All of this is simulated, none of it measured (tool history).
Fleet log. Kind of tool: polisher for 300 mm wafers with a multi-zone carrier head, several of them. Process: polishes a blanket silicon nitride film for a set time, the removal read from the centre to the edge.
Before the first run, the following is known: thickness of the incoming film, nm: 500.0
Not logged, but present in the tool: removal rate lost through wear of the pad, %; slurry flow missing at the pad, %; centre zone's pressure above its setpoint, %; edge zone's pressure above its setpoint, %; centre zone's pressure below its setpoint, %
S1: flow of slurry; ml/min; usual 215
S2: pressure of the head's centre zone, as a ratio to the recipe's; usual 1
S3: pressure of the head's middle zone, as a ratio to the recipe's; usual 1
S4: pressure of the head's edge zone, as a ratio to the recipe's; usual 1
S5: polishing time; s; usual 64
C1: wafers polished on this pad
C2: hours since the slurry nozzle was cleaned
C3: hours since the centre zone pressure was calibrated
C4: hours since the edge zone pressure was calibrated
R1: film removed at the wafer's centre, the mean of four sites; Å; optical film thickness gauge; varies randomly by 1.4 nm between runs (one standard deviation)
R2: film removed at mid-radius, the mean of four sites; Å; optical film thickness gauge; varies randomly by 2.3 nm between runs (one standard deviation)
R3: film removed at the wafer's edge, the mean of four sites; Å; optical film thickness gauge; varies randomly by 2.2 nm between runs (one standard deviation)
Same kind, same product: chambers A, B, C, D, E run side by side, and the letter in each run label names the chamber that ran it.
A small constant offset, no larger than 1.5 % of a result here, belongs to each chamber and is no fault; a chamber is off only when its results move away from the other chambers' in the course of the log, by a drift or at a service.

run,hour,S1,S2,S3,S4,S5,C1,C2,C3,C4,R1,R2,R3
1D,6.5,215,1,1,1,64,47,30.5,569.5,744.3,1577.3,1610.6,1593
# hour 9.2: chamber C: worn pad replaced by a new one
2C,12.3,215,1,1,1,64,19,194.4,378.5,909.5,1617,1589.4,1634.5
# hour 20.5: chamber C: edge zone pressure recalibrated
3A,24.8,215,1,1,1,64,611,131.5,1385.6,975.9,1582.5,1623,1586.4
4E,36.9,215,1,1,1,64,389,344.5,497.9,120.3,1610.1,1624.9,1626.7
5B,43.8,215,1,1,1,64,417,194.1,1071.6,64.3,1623.4,1616,1592.2
6A,51.4,215,1,1,1,64,780,158.1,1412.2,1002.5,1585.2,1636.1,1603.3
# hour 58.5: chamber B: worn pad replaced by a new one
7D,59.7,215,1,1,1,64,386,83.7,622.7,797.5,1626.7,1628.3,1619.8
# hour 63.8: chamber E: centre zone pressure recalibrated
# hour 66: chamber B: centre zone pressure recalibrated
8E,66,215,1,1,1,64,574,373.6,2.3,149.4,1614.1,1642.3,1599.8
# hour 72.6: chamber A: centre zone pressure recalibrated
9B,78.1,215,1,1,1,64,125,228.4,12.1,98.6,1625.7,1581.2,1596.3
10C,88.3,215,1,1,1,64,504,270.4,454.5,67.8,1613.6,1649.7,1625.3
11D,96.9,215,1,1,1,64,623,120.9,659.9,834.7,1606.5,1644.2,1599.3
12A,109.3,215,1,1,1,64,1149,216,36.8,1060.4,1588.2,1603.5,1621.1
# hour 112.9: chamber C: centre zone pressure recalibrated
13C,116.7,215,1,1,1,64,685,298.8,3.8,96.2,1632.4,1654.3,1591.8
# hour 120.8: chamber C: worn pad replaced by a new one
# hour 122.3: chamber A: worn pad replaced by a new one
14B,127.9,215,1,1,1,64,442,278.2,61.9,148.4,1615.5,1611.3,1596.2
15E,135,215,1,1,1,64,1014,442.6,71.3,218.4,1612.8,1664,1596.7
16A,143.3,215,1,1,1,64,134,250,70.8,1094.4,1561.2,1643.6,1578.9
# hour 145.5: chamber B: worn pad replaced by a new one
17D,149.9,215,1,1,1,64,961,173.9,712.9,887.7,1574.7,1649.5,1640.5
18B,161.3,215,1,1,1,64,100,311.6,95.3,181.8,1637.6,1630.8,1603.6
19E,169.2,215,1,1,1,64,1232,476.8,105.5,252.6,1603.8,1639.8,1653.8
20C,175.8,215,1,1,1,64,350,357.9,62.9,155.3,1624.8,1627.7,1622.5
# hour 182.1: chamber E: worn pad replaced by a new one
# hour 182.7: chamber D: worn pad replaced by a new one
21C,186.1,215,1,1,1,64,416,368.2,73.2,165.6,1600.9,1621.2,1626.6
# hour 191.9: chamber B: slurry nozzle cleaned
22B,193.1,215,1,1,1,64,303,1.3,127.1,213.6,1632.2,1638.3,1623.8
23E,199.4,215,0.89,0.88,1,64,110,507,135.7,282.8,1413.8,1438.5,1642.8
24D,207.5,215,0.89,0.88,1,64,158,231.5,770.5,945.3,1376,1452.1,1649
# hour 211.8: chamber C: worn pad replaced by a new one
# hour 212.6: chamber A: slurry nozzle cleaned
25A,213.4,215,0.89,0.88,1,64,581,0.9,140.9,1164.5,1391.4,1471.1,1622.5
26C,219.8,215,0.89,0.88,1,64,51,401.9,106.9,199.3,1411.7,1459,1620.3
27E,226.2,215,0.89,0.88,1,64,281,533.8,162.5,309.6,1420.7,1470.5,1597.4
# hour 230.2: chamber B: worn pad replaced by a new one
# hour 232: chamber C: slurry nozzle cleaned
28A,235.3,215,1,1,1,52,720,22.8,162.8,1186.4,1302.8,1339.7,1303
# hour 239.2: chamber E: edge zone pressure recalibrated
29B,245.1,215,1,1,1,52,95,53.3,179.1,265.6,1325.7,1314.8,1334
30D,255.7,215,1,1,1,52,465,279.7,818.7,993.5,1257.9,1323.9,1317.2
31D,267.5,215,1,1,1,52,540,291.5,830.5,1005.3,1260,1311,1325.7
32C,280.5,215,1,1,1,52,438,48.6,167.6,260,1294.7,1330.6,1316.2
33E,288.8,215,1,1,1,64,680,596.4,225.1,49.7,1615.7,1612.2,1645.9
34A,295.1,215,1,1,1,64,1101,82.6,222.6,1246.2,1589,1615.6,1590.5
35B,307.4,215,1,1,1,64,492,115.6,241.4,327.9,1616.1,1558.9,1601.3
36E,316,215,1,1,1,64,853,623.6,252.3,76.9,1602.6,1604.8,1646.4

All 5 chambers run these settings next. Forecast each chamber's results:
37A,325.5,215,1,1,1,64,,,,,?,?,?
37B,325.5,215,1,1,1,64,,,,,?,?,?
37C,325.5,215,1,1,1,64,,,,,?,?,?
37D,325.5,215,1,1,1,64,,,,,?,?,?
37E,325.5,215,1,1,1,64,,,,,?,?,?

run,R1,R2,R3
37A,1582.2,1634.2,1592.3
37B,1617.2,1606.6,1583.9
37C,1641,1655.3,1634.1
37D,1520,1615.8,1608.2
37E,1627.4,1623.2,1634.7

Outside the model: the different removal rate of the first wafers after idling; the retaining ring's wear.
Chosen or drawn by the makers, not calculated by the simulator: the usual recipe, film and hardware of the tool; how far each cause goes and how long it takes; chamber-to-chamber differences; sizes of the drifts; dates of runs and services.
